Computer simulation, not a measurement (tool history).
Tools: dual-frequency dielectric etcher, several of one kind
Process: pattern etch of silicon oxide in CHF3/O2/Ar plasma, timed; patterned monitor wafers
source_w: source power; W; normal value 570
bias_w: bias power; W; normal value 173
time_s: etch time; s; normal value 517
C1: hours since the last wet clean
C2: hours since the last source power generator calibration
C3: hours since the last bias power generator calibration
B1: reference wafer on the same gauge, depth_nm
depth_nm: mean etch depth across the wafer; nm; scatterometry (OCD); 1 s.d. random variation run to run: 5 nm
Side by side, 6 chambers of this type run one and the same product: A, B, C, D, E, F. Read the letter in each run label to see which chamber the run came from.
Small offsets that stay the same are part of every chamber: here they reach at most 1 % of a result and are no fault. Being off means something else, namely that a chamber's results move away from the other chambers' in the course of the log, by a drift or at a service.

Run 1E, hour 8.2: usual settings; C1 248.4; C2 1593.7; C3 89.1; B1 1066.8. Result: depth_nm 995.05 nm.
Run 2C, hour 12.5: usual settings; C1 86.8; C2 2459; C3 3675.3; B1 1064.9. Result: depth_nm 982.6 nm.
Run 3D, hour 18.2: usual settings; C1 353.6; C2 2109.2; C3 635.8; B1 1065.2. Result: depth_nm 1000.8 nm.
Run 4A, hour 25.3: usual settings; C1 514.9; C2 1367.3; C3 1944.2; B1 1067.1. Result: depth_nm 1002.6 nm.
At hour 30.8: chamber A: wet clean of the chamber.
Run 5F, hour 32.2: usual settings; C1 353.4; C2 1669.3; C3 916; B1 1065.4. Result: depth_nm 978.75 nm.
Run 6B, hour 40.5: usual settings; C1 602.8; C2 3108.4; C3 1483.1; B1 1066.1. Result: depth_nm 998.86 nm.
Run 7A, hour 45.7: usual settings but source_w 450 W, bias_w 147 W; C1 15; C2 1387.7; C3 1964.6; B1 1065.5. Result: depth_nm 861.5 nm.
At hour 46.9: chamber F: wet clean of the chamber.
Run 8F, hour 52: usual settings but source_w 450 W, bias_w 147 W; C1 5.2; C2 1689.1; C3 935.8; B1 1066.6. Result: depth_nm 852.57 nm.
At hour 57.3: chamber B: wet clean of the chamber.
Run 9D, hour 60.9: usual settings but source_w 450 W, bias_w 147 W; C1 396.3; C2 2151.9; C3 678.5; B1 1066.3. Result: depth_nm 866.8 nm.
Run 10C, hour 70.9: usual settings but source_w 450 W, bias_w 147 W; C1 145.2; C2 2517.4; C3 3733.7; B1 1065.5. Result: depth_nm 852.88 nm.
At hour 71.1: chamber D: wet clean of the chamber.
Run 11B, hour 78.4: usual settings but source_w 450 W, bias_w 147 W; C1 21.1; C2 3146.3; C3 1521; B1 1066.2. Result: depth_nm 854.38 nm.
At hour 85.7: chamber F: source power generator calibrated.
Run 12E, hour 86.5: usual settings but source_w 450 W, bias_w 147 W; C1 326.7; C2 1672; C3 167.4; B1 1067.2. Result: depth_nm 858.1 nm.
Run 13C, hour 96.2: usual settings; C1 170.5; C2 2542.7; C3 3759; B1 1064.7. Result: depth_nm 976.56 nm.
Run 14E, hour 106: usual settings; C1 346.2; C2 1691.5; C3 186.9; B1 1064.9. Result: depth_nm 974.4 nm.
Run 15A, hour 115.8: usual settings; C1 85.1; C2 1457.8; C3 2034.7; B1 1066.7. Result: depth_nm 994.97 nm.
Run 16B, hour 123.7: usual settings but source_w 520 W, time_s 392.5 s; C1 66.4; C2 3191.6; C3 1566.3; B1 1065.4. Result: depth_nm 726.05 nm.
Run 17F, hour 128.8: usual settings but source_w 520 W, time_s 392.5 s; C1 82; C2 43.2; C3 1012.6; B1 1068.1. Result: depth_nm 716.76 nm.
Run 18D, hour 138.5: usual settings but source_w 520 W, time_s 392.5 s; C1 67.5; C2 2229.5; C3 756.1; B1 1066.1. Result: depth_nm 734.34 nm.
Run 19E, hour 148.5: usual settings but source_w 520 W, time_s 392.5 s; C1 388.7; C2 1734; C3 229.4; B1 1066.8. Result: depth_nm 712.33 nm.
Run 20D, hour 154.8: usual settings but source_w 520 W, time_s 392.5 s; C1 83.8; C2 2245.8; C3 772.4; B1 1066.6. Result: depth_nm 731.13 nm.
Run 21C, hour 160.1: usual settings but source_w 520 W, time_s 392.5 s; C1 234.4; C2 2606.6; C3 3822.9; B1 1066.5. Result: depth_nm 716.84 nm.
Run 22A, hour 169.1: usual settings; C1 138.4; C2 1511.1; C3 2088; B1 1065.8. Result: depth_nm 1000.9 nm.
Run 23B, hour 178.3: usual settings; C1 121; C2 3246.2; C3 1620.9; B1 1066. Result: depth_nm 995.27 nm.
Run 24F, hour 188: usual settings; C1 141.2; C2 102.4; C3 1071.8; B1 1065.5. Result: depth_nm 984.77 nm.
Run 25E, hour 192.4: usual settings; C1 432.6; C2 1777.9; C3 273.3; B1 1066.2. Result: depth_nm 955.7 nm.
Run 26C, hour 199: usual settings; C1 273.3; C2 2645.5; C3 3861.8; B1 1066.2. Result: depth_nm 985.16 nm.
Run 27F, hour 208.7: usual settings; C1 161.9; C2 123.1; C3 1092.5; B1 1065.5. Result: depth_nm 985.14 nm.
Run 28A, hour 216: usual settings; C1 185.3; C2 1558; C3 2134.9; B1 1064.7. Result: depth_nm 1002.4 nm.
Run 29B, hour 224.4: usual settings; C1 167.1; C2 3292.3; C3 1667; B1 1065. Result: depth_nm 983.7 nm.
Run 30D, hour 233.1: usual settings; C1 162.1; C2 2324.1; C3 850.7; B1 1064.5. Result: depth_nm 1004.1 nm.
Run 31F, hour 241.4: usual settings; C1 194.6; C2 155.8; C3 1125.2; B1 1066.3. Result: depth_nm 988.6 nm.
Run 32E, hour 247.3: usual settings; C1 487.5; C2 1832.8; C3 328.2; B1 1065.6. Result: depth_nm 957.08 nm.
Run 33C, hour 257.1: usual settings but time_s 658.5 s; C1 331.4; C2 2703.6; C3 3919.9; B1 1065.5. Result: depth_nm 1246.1 nm.
Run 34B, hour 264: usual settings but time_s 658.5 s; C1 206.7; C2 3331.9; C3 1706.6; B1 1065.8. Result: depth_nm 1261.8 nm.
Run 35A, hour 269: usual settings but time_s 658.5 s; C1 238.3; C2 1611; C3 2187.9; B1 1065.6. Result: depth_nm 1267.5 nm.
Run 36D, hour 276.7: usual settings but time_s 658.5 s; C1 205.7; C2 2367.7; C3 894.3; B1 1066. Result: depth_nm 1270.5 nm.
Run 37B, hour 281.4: usual settings but time_s 658.5 s; C1 224.1; C2 3349.3; C3 1724; B1 1065.9. Result: depth_nm 1259 nm.

All chambers now run identical settings, listed one chamber a line with results as question marks. What results will each chamber show?
Run 38A, hour 288.6: usual settings. Result: depth_nm ?.
Run 38B, hour 288.6: usual settings. Result: depth_nm ?.
Run 38C, hour 288.6: usual settings. Result: depth_nm ?.
Run 38D, hour 288.6: usual settings. Result: depth_nm ?.
Run 38E, hour 288.6: usual settings. Result: depth_nm ?.
Run 38F, hour 288.6: usual settings. Result: depth_nm ?.

run  depth_nm
38A    1001.3
38B    993.72
38C    977.09
38D    990.99
38E    948.46
38F    985.57
